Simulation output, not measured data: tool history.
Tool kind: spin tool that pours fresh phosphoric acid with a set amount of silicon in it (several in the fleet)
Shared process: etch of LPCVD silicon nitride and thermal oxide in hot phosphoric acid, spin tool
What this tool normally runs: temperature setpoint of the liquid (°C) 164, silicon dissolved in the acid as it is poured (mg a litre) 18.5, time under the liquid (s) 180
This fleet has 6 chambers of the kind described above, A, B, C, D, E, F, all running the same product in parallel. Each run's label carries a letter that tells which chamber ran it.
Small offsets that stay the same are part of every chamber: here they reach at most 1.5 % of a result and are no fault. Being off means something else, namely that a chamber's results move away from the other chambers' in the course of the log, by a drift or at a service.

run    day  temperature setpoint of the liquid (°C)  silicon dissolved in the acid as it is poured (mg a litre)  time under the liquid (s)  read-back film thickness of the LPCVD silicon nitride reference wafer, read on the same gauge (nm)  read-back film thickness of the thermal oxide reference wafer, read on the same gauge (nm)  thickness taken off the LPCVD silicon nitride on a monitor wafer (Å)  thickness taken off the thermal oxide on a monitor wafer (Å)
 1E  0.217                                      164                                                        18.5                        180                                                                                              139.99                                                                                      79.983                                                                170.47                                                        4.5874
 2D  0.425                                      164                                                        18.5                        180                                                                                              140.02                                                                                      80.032                                                                172.67                                                        4.2476
 3C  0.579                                      164                                                        18.5                        180                                                                                              140.01                                                                                      80.002                                                                168.85                                                        4.8044
 4F  0.762                                      164                                                        18.5                        180                                                                                                 140                                                                                      80.017                                                                174.86                                                        4.5519
 5B  1.033                                      164                                                        18.5                        145                                                                                              140.02                                                                                      80.034                                                                138.27                                                        3.5455
 6A  1.162                                      164                                                        18.5                        145                                                                                                 140                                                                                      80.005                                                                139.21                                                        3.8197
 7D  1.312                                      164                                                        18.5                        145                                                                                                 140                                                                                      79.992                                                                137.59                                                        3.6994
 8A  1.479                                      164                                                        18.5                        145                                                                                              139.99                                                                                      80.005                                                                138.06                                                        3.2567
 9B  1.742                                      164                                                        18.5                        145                                                                                              139.99                                                                                      79.992                                                                139.98                                                        3.2139
10C  1.929                                      164                                                        18.5                        145                                                                                              139.99                                                                                      79.977                                                                137.67                                                        3.4771
11F  2.108                                      164                                                        18.5                        180                                                                                                 140                                                                                      80.028                                                                170.79                                                        4.6016
12E  2.304                                      164                                                        18.5                        180                                                                                                 140                                                                                      80.027                                                                171.04                                                        4.6819
13B  2.483                                      164                                                        18.5                        180                                                                                              139.99                                                                                      80.025                                                                174.15                                                        4.1403
14C    2.7                                      164                                                           5                        220                                                                                              140.01                                                                                      80.001                                                                207.66                                                        7.2139
15F  2.829                                      164                                                           5                        220                                                                                              140.03                                                                                      80.025                                                                210.25                                                        7.6604
16D  3.025                                      164                                                           5                        220                                                                                              139.99                                                                                      80.026                                                                214.43                                                        8.4239
17E    3.2                                      164                                                           5                        220                                                                                                 140                                                                                      80.012                                                                212.45                                                        7.2891
18A  3.412                                      164                                                           5                        220                                                                                              139.99                                                                                      79.976                                                                209.55                                                        7.6807
19E  3.688                                      164                                                           5                        220                                                                                                 140                                                                                       80.01                                                                208.92                                                        7.2662
20C  3.883                                      164                                                        18.5                        180                                                                                                 140                                                                                      80.025                                                                171.92                                                        4.4749
21F  4.129                                      164                                                        18.5                        180                                                                                              139.98                                                                                      79.986                                                                 172.8                                                        4.7499
22D  4.329                                      164                                                        18.5                        180                                                                                              139.98                                                                                      79.983                                                                172.03                                                        4.8617
23B  4.529                                      164                                                        18.5                        250                                                                                              139.97                                                                                      80.013                                                                237.33                                                        6.4825
24A  4.671                                      164                                                        18.5                        250                                                                                              139.99                                                                                       79.95                                                                241.05                                                        5.6086
25D  4.946                                      164                                                        18.5                        250                                                                                                 140                                                                                      80.028                                                                239.28                                                         6.448
26B    5.1                                      164                                                        18.5                        250                                                                                              139.97                                                                                      79.984                                                                241.59                                                        6.0408
27F  5.338                                      164                                                        18.5                        250                                                                                              140.01                                                                                      79.992                                                                241.93                                                        6.0921
     5.529  -- chamber C: dissolved silicon flow meter replaced
28C  5.542                                      164                                                        18.5                        250                                                                                                 140                                                                                      80.048                                                                236.63                                                        5.9342
29E  5.721                                      164                                                        18.5                        180                                                                                              140.02                                                                                      79.993                                                                170.26                                                        3.8324
30A  5.858                                      164                                                        18.5                        180                                                                                              140.01                                                                                       79.98                                                                172.38                                                        4.4192
31A  5.988                                      164                                                        18.5                        180                                                                                                 140                                                                                      79.985                                                                 172.8                                                        4.6684
32B   6.15                                      164                                                        18.5                        180                                                                                              139.99                                                                                      80.007                                                                173.51                                                        4.3681
33C  6.367                                      164                                                        18.5                        180                                                                                                 140                                                                                       79.99                                                                171.67                                                        4.1999
34D  6.638                                      164                                                         8.5                        180                                                                                                 140                                                                                      79.993                                                                171.79                                                         5.606
35F  6.846                                      164                                                         8.5                        180                                                                                              140.01                                                                                      79.953                                                                171.89                                                        5.6459
36E      7                                      164                                                         8.5                        180                                                                                              139.98                                                                                      80.022                                                                173.97                                                        5.7497
37D  7.233                                      164                                                         8.5                        180                                                                                              140.01                                                                                      80.037                                                                 171.8                                                        5.9824

Which is it: a chamber that has drifted or been left off by a service, a gauge drift common to all chambers, or only each chamber's usual small offset? If a chamber is off, name it and its likeliest cause.

No chamber stands off beyond its own small offset, and the gauge holds steady.

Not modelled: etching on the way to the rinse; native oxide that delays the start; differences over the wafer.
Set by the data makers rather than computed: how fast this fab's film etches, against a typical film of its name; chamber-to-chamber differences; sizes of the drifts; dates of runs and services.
